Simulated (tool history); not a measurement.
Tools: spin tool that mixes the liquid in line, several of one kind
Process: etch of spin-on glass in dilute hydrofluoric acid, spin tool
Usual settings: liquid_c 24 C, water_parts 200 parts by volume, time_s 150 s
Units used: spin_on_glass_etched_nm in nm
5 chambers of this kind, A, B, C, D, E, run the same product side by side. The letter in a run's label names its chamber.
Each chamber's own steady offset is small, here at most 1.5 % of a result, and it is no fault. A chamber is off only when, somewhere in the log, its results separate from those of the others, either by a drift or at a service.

run,hour,liquid_c,water_parts,time_s,hours since the thermometer was replaced,hours since the hydrofluoric acid flow meter was replaced,"read-back film thickness of the spin-on glass reference wafer, read on the same gauge (nm)",spin_on_glass_etched_nm
# hour 1.8: chamber E: hydrofluoric acid flow meter replaced
1A,6,24,200,150,523.4,1704.5,69.986,27.904
2B,14.2,24,200,150,940.1,352.5,69.996,27.745
3D,21.6,24,200,150,825.8,253.7,69.99,27.575
4C,27.4,24,200,150,964.6,1679.1,69.974,27.579
5E,32.8,24,200,150,786,31,69.991,27.766
6A,42.7,24,200,150,560.1,1741.2,70.008,27.91
7B,48,24,200,150,973.9,386.3,70,27.63
8E,53.4,24,200,150,806.6,51.6,70.034,28.017
9C,59.1,24,200,150,996.3,1710.8,70.029,27.904
10D,68.1,19.5,155,150,872.3,300.2,69.987,31.498
11C,76.9,19.5,155,150,1014.1,1728.6,70.021,31.581
# hour 79.6: chamber C: thermometer replaced
12B,82.6,19.5,155,150,1008.5,420.9,69.989,31.783
13E,92.2,19.5,155,150,845.4,90.4,70.031,31.95
14A,99.5,19.5,155,150,616.9,1798,69.995,31.355
15D,108.7,24,200,150,912.9,340.8,69.995,27.907
# hour 113.1: chamber D: thermometer replaced
16E,117,24,200,150,870.2,115.2,69.993,28.082
17D,127.6,24,200,150,14.6,359.7,69.991,27.972
18A,133.9,24,200,150,651.3,1832.4,70.033,27.754
19B,139.8,24,200,150,1065.7,478.1,70.006,27.771
20C,147.2,24,200,150,67.7,1798.9,69.989,28.253
21E,153,24,200,150,906.2,151.2,69.969,28.172
22B,160.6,24,200,150,1086.5,498.9,69.99,27.774
23C,165.6,24,200,150,86.1,1817.3,69.955,28.567
24A,172.6,24,200,150,690,1871.1,70.023,27.919
25D,181.1,24,200,150,68.1,413.2,70.003,28.018
26D,186.7,24,200,150,73.7,418.8,70.004,27.555
27E,192.2,24,200,150,945.4,190.4,70.029,27.953
28C,199.4,24,200,150,119.9,1851.1,69.979,28.703
29B,206,24,200,150,1131.9,544.3,70.007,27.872
30A,212.6,24,200,150,730,1911.1,69.983,28.043
31D,218.5,24,200,150,105.5,450.6,69.98,28.064
32C,225.5,24,200,150,146,1877.2,70.011,28.822
# hour 226.8: chamber B: hydrofluoric acid flow meter replaced
33E,233.5,24,200,220,986.7,231.7,70.009,41.348
34A,239.3,24,200,220,756.7,1937.8,69.989,40.55
35B,244.8,24,200,220,1170.7,18,70,40.71
36E,252.3,24,200,220,1005.5,250.5,70.008,41.323
37A,262.8,24,200,220,780.2,1961.3,69.994,40.782
38C,267.4,24,200,150,187.9,1919.1,69.998,29.193
39B,277.4,20,130,150,1203.3,50.6,69.953,39.817
40D,283,20,130,150,170,515.1,70.003,39.698
41E,292.8,20,130,150,1046,291,69.993,39.969

Next, all 5 chambers run the settings below, one line each with question marks for the results. What does each chamber give?
42A,300.4,20,200,150,,,,?
42B,300.4,20,200,150,,,,?
42C,300.4,20,200,150,,,,?
42D,300.4,20,200,150,,,,?
42E,300.4,20,200,150,,,,?

run,spin_on_glass_etched_nm
42A,23.646
42B,23.726
42C,25.325
42D,23.741
42E,24.158

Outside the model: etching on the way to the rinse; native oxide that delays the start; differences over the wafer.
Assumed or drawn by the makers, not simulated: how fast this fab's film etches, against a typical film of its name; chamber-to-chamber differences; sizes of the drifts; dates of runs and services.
